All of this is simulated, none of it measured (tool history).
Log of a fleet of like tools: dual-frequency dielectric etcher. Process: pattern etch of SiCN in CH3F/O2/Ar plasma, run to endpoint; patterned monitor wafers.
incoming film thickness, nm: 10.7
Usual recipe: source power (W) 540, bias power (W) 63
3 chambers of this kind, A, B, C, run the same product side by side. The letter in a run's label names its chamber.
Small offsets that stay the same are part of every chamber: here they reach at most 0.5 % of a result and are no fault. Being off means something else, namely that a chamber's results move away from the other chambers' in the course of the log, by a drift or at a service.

Run 1C, hour 10.8: usual settings. Result: endpoint time (s) 26.524.
Run 2A, hour 26.2: usual settings. Result: endpoint time (s) 26.690.
Run 3B, hour 36.5: usual settings. Result: endpoint time (s) 26.727.
Run 4A, hour 50.3: usual settings. Result: endpoint time (s) 26.533.
Run 5B, hour 59.5: usual settings. Result: endpoint time (s) 26.736.
Run 6C, hour 68.3: usual settings. Result: endpoint time (s) 26.693.
Run 7B, hour 77.5: usual settings. Result: endpoint time (s) 26.748.
Run 8A, hour 90.2: usual settings. Result: endpoint time (s) 26.770.
Run 9C, hour 98.9: usual settings. Result: endpoint time (s) 26.544.
Run 10B, hour 106.0: usual settings. Result: endpoint time (s) 26.917.
Run 11A, hour 117.7: usual settings. Result: endpoint time (s) 26.561.
Run 12C, hour 128.4: usual settings. Result: endpoint time (s) 26.826.
Run 13B, hour 135.5: usual settings. Result: endpoint time (s) 26.953.
Run 14A, hour 148.4: usual settings. Result: endpoint time (s) 26.594.
At hour 158.1: chamber B: wet clean of the chamber.
Run 15C, hour 159.1: usual settings. Result: endpoint time (s) 26.911.
Run 16C, hour 167.3: usual settings. Result: endpoint time (s) 26.672.
Run 17B, hour 177.6: usual settings. Result: endpoint time (s) 26.713.
Run 18A, hour 187.8: usual settings but source power (W) 450, bias power (W) 51. Result: endpoint time (s) 30.421.
Run 19C, hour 195.7: usual settings but source power (W) 450, bias power (W) 51. Result: endpoint time (s) 30.542.
Run 20A, hour 206.8: usual settings but source power (W) 450, bias power (W) 51. Result: endpoint time (s) 30.404.

Decide between three cases: one chamber stands off from its peers, the gauge reading all wafers drifts, or nothing is wrong past each chamber's small offset. Where a chamber is off, say which and what most likely put it there.

All chambers stay in line apart from their small fixed offsets, and the gauge does not drift.
